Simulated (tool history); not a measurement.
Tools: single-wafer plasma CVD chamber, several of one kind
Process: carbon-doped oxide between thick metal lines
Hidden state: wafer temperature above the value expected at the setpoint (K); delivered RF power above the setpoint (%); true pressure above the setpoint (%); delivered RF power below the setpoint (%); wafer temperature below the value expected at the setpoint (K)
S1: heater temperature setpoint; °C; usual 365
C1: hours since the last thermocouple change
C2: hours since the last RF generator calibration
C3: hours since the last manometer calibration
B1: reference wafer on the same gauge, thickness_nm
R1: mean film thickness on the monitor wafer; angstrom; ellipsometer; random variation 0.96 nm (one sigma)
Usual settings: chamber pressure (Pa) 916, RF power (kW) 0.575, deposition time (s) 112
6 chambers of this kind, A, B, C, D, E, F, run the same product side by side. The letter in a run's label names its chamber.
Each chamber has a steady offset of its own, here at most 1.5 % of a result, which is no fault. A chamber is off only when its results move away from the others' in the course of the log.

run 1B day=0.379 | S1=365 chamber_pressure_(Pa)=916 RF_power_(kW)=0.575 deposition_time_(s)=112 | C1=2603.9 C2=651.7 C3=2075.5 | B1=497.14 | R1=6133.7
run 2C day=0.996 | S1=365 chamber_pressure_(Pa)=916 RF_power_(kW)=0.575 deposition_time_(s)=112 | C1=653.9 C2=737.6 C3=158.7 | B1=497.19 | R1=6165.2
-- day=1.096 chamber A: thermocouple changed; heater temperature recalibrated
run 3F day=1.617 | S1=365 chamber_pressure_(Pa)=916 RF_power_(kW)=0.575 deposition_time_(s)=112 | C1=756.2 C2=571.0 C3=1291.2 | B1=497.31 | R1=6157.5
run 4A day=2.046 | S1=365 chamber_pressure_(Pa)=916 RF_power_(kW)=0.575 deposition_time_(s)=112 | C1=22.9 C2=141.5 C3=1565.7 | B1=497.52 | R1=6223.3
run 5E day=2.517 | S1=365 chamber_pressure_(Pa)=916 RF_power_(kW)=0.575 deposition_time_(s)=112 | C1=1805.2 C2=1175.7 C3=886.2 | B1=497.42 | R1=6215.4
run 6D day=3.021 | S1=365 chamber_pressure_(Pa)=916 RF_power_(kW)=0.575 deposition_time_(s)=112 | C1=556.2 C2=158.4 C3=194.9 | B1=497.48 | R1=6261.2
run 7B day=3.529 | S1=370 chamber_pressure_(Pa)=916 RF_power_(kW)=0.670 deposition_time_(s)=112 | C1=2679.5 C2=727.3 C3=2151.1 | B1=497.58 | R1=6648.6
run 8E day=4.104 | S1=370 chamber_pressure_(Pa)=916 RF_power_(kW)=0.670 deposition_time_(s)=112 | C1=1843.3 C2=1213.8 C3=924.3 | B1=497.59 | R1=6728.4
run 9A day=4.550 | S1=370 chamber_pressure_(Pa)=916 RF_power_(kW)=0.670 deposition_time_(s)=112 | C1=83.0 C2=201.6 C3=1625.8 | B1=497.76 | R1=6733.3
-- day=4.812 chamber E: RF generator calibrated
run 10C day=4.958 | S1=370 chamber_pressure_(Pa)=916 RF_power_(kW)=0.670 deposition_time_(s)=112 | C1=749.0 C2=832.7 C3=253.8 | B1=497.65 | R1=6660.6
-- day=5.408 chamber B: capacitance manometer re-zeroed and calibrated
run 11F day=5.492 | S1=370 chamber_pressure_(Pa)=916 RF_power_(kW)=0.670 deposition_time_(s)=112 | C1=849.2 C2=664.0 C3=1384.2 | B1=497.89 | R1=6692.9
run 12D day=5.871 | S1=370 chamber_pressure_(Pa)=916 RF_power_(kW)=0.670 deposition_time_(s)=112 | C1=624.6 C2=226.8 C3=263.3 | B1=498.07 | R1=6771.4
run 13C day=6.358 | S1=365 chamber_pressure_(Pa)=916 RF_power_(kW)=0.575 deposition_time_(s)=112 | C1=782.6 C2=866.3 C3=287.4 | B1=498.11 | R1=6157.0
run 14E day=6.658 | S1=365 chamber_pressure_(Pa)=916 RF_power_(kW)=0.575 deposition_time_(s)=112 | C1=1904.6 C2=44.4 C3=985.6 | B1=498.28 | R1=6221.2
run 15F day=7.050 | S1=365 chamber_pressure_(Pa)=916 RF_power_(kW)=0.575 deposition_time_(s)=112 | C1=886.6 C2=701.4 C3=1421.6 | B1=497.97 | R1=6183.1
run 16D day=7.392 | S1=365 chamber_pressure_(Pa)=916 RF_power_(kW)=0.575 deposition_time_(s)=112 | C1=661.1 C2=263.3 C3=299.8 | B1=498.05 | R1=6254.9
-- day=7.442 chamber E: thermocouple changed; heater temperature recalibrated
run 17B day=7.850 | S1=365 chamber_pressure_(Pa)=916 RF_power_(kW)=0.575 deposition_time_(s)=112 | C1=2783.2 C2=831.0 C3=58.6 | B1=498.07 | R1=6151.6
run 18A day=8.358 | S1=372 chamber_pressure_(Pa)=916 RF_power_(kW)=0.575 deposition_time_(s)=112 | C1=174.4 C2=293.0 C3=1717.2 | B1=498.27 | R1=6146.6
-- day=8.446 chamber F: capacitance manometer re-zeroed and calibrated
run 19F day=8.896 | S1=372 chamber_pressure_(Pa)=916 RF_power_(kW)=0.575 deposition_time_(s)=112 | C1=930.9 C2=745.7 C3=10.8 | B1=498.48 | R1=6087.9
-- day=9.142 chamber B: RF generator calibrated
run 20D day=9.533 | S1=372 chamber_pressure_(Pa)=916 RF_power_(kW)=0.575 deposition_time_(s)=112 | C1=712.5 C2=314.7 C3=351.2 | B1=498.45 | R1=6169.1
-- day=9.562 chamber A: capacitance manometer re-zeroed and calibrated
run 21A day=10.075 | S1=372 chamber_pressure_(Pa)=916 RF_power_(kW)=0.575 deposition_time_(s)=112 | C1=215.6 C2=334.2 C3=12.4 | B1=498.69 | R1=6129.1
run 22E day=10.621 | S1=372 chamber_pressure_(Pa)=916 RF_power_(kW)=0.575 deposition_time_(s)=112 | C1=76.3 C2=139.5 C3=1080.7 | B1=498.44 | R1=6145.6
-- day=10.925 chamber B: thermocouple changed; heater temperature recalibrated
run 23B day=11.096 | S1=372 chamber_pressure_(Pa)=916 RF_power_(kW)=0.575 deposition_time_(s)=112 | C1=4.1 C2=46.9 C3=136.5 | B1=498.66 | R1=6069.0
run 24C day=11.417 | S1=365 chamber_pressure_(Pa)=916 RF_power_(kW)=0.505 deposition_time_(s)=112 | C1=904.0 C2=987.7 C3=408.8 | B1=498.83 | R1=5688.1
run 25F day=11.775 | S1=365 chamber_pressure_(Pa)=916 RF_power_(kW)=0.505 deposition_time_(s)=112 | C1=1000.0 C2=814.8 C3=79.9 | B1=498.77 | R1=5708.5
run 26D day=12.154 | S1=365 chamber_pressure_(Pa)=916 RF_power_(kW)=0.505 deposition_time_(s)=112 | C1=775.4 C2=377.6 C3=414.1 | B1=499.03 | R1=5801.3
run 27B day=12.771 | S1=365 chamber_pressure_(Pa)=916 RF_power_(kW)=0.505 deposition_time_(s)=112 | C1=44.3 C2=87.1 C3=176.7 | B1=499.00 | R1=5688.1
run 28A day=13.388 | S1=365 chamber_pressure_(Pa)=916 RF_power_(kW)=0.505 deposition_time_(s)=112 | C1=295.1 C2=413.7 C3=91.9 | B1=499.12 | R1=5781.2
run 29C day=13.925 | S1=365 chamber_pressure_(Pa)=916 RF_power_(kW)=0.505 deposition_time_(s)=112 | C1=964.2 C2=1047.9 C3=469.0 | B1=499.35 | R1=5704.6
run 30E day=14.575 | S1=365 chamber_pressure_(Pa)=916 RF_power_(kW)=0.575 deposition_time_(s)=112 | C1=171.2 C2=234.4 C3=1175.6 | B1=499.27 | R1=6248.4
run 31B day=15.054 | S1=365 chamber_pressure_(Pa)=916 RF_power_(kW)=0.575 deposition_time_(s)=112 | C1=99.1 C2=141.9 C3=231.5 | B1=499.28 | R1=6172.0
run 32F day=15.404 | S1=365 chamber_pressure_(Pa)=916 RF_power_(kW)=0.575 deposition_time_(s)=112 | C1=1087.1 C2=901.9 C3=167.0 | B1=499.54 | R1=6204.1
run 33E day=15.950 | S1=365 chamber_pressure_(Pa)=916 RF_power_(kW)=0.575 deposition_time_(s)=112 | C1=204.2 C2=267.4 C3=1208.6 | B1=499.53 | R1=6229.9
run 34D day=16.383 | S1=365 chamber_pressure_(Pa)=916 RF_power_(kW)=0.575 deposition_time_(s)=112 | C1=876.9 C2=479.1 C3=515.6 | B1=499.63 | R1=6298.4
run 35C day=17.008 | S1=365 chamber_pressure_(Pa)=916 RF_power_(kW)=0.575 deposition_time_(s)=112 | C1=1038.2 C2=1121.9 C3=543.0 | B1=499.66 | R1=6178.1
run 36A day=17.354 | S1=365 chamber_pressure_(Pa)=916 RF_power_(kW)=0.575 deposition_time_(s)=112 | C1=390.3 C2=508.9 C3=187.1 | B1=499.83 | R1=6245.9
run 37E day=17.742 | S1=365 chamber_pressure_(Pa)=916 RF_power_(kW)=0.575 deposition_time_(s)=112 | C1=247.2 C2=310.4 C3=1251.6 | B1=499.88 | R1=6256.0
run 38C day=18.275 | S1=365 chamber_pressure_(Pa)=916 RF_power_(kW)=0.575 deposition_time_(s)=112 | C1=1068.6 C2=1152.3 C3=573.4 | B1=499.84 | R1=6174.2
run 39A day=18.783 | S1=365 chamber_pressure_(Pa)=916 RF_power_(kW)=0.575 deposition_time_(s)=112 | C1=424.6 C2=543.2 C3=221.4 | B1=499.99 | R1=6270.5
run 40B day=19.225 | S1=365 chamber_pressure_(Pa)=1029 RF_power_(kW)=0.500 deposition_time_(s)=112 | C1=199.2 C2=242.0 C3=331.6 | B1=499.98 | R1=5727.3

Next, every chamber runs the same settings. What will each give?
run 41A day=19.712 | S1=365 chamber_pressure_(Pa)=1004 RF_power_(kW)=0.575 deposition_time_(s)=112 | R1=?
run 41B day=19.712 | S1=365 chamber_pressure_(Pa)=1004 RF_power_(kW)=0.575 deposition_time_(s)=112 | R1=?
run 41C day=19.712 | S1=365 chamber_pressure_(Pa)=1004 RF_power_(kW)=0.575 deposition_time_(s)=112 | R1=?
run 41D day=19.712 | S1=365 chamber_pressure_(Pa)=1004 RF_power_(kW)=0.575 deposition_time_(s)=112 | R1=?
run 41E day=19.712 | S1=365 chamber_pressure_(Pa)=1004 RF_power_(kW)=0.575 deposition_time_(s)=112 | R1=?
run 41F day=19.712 | S1=365 chamber_pressure_(Pa)=1004 RF_power_(kW)=0.575 deposition_time_(s)=112 | R1=?

run=41A R1=6296.9
run=41B R1=6232.8
run=41C R1=6232.3
run=41D R1=6322.6
run=41E R1=6270.9
run=41F R1=6271.3

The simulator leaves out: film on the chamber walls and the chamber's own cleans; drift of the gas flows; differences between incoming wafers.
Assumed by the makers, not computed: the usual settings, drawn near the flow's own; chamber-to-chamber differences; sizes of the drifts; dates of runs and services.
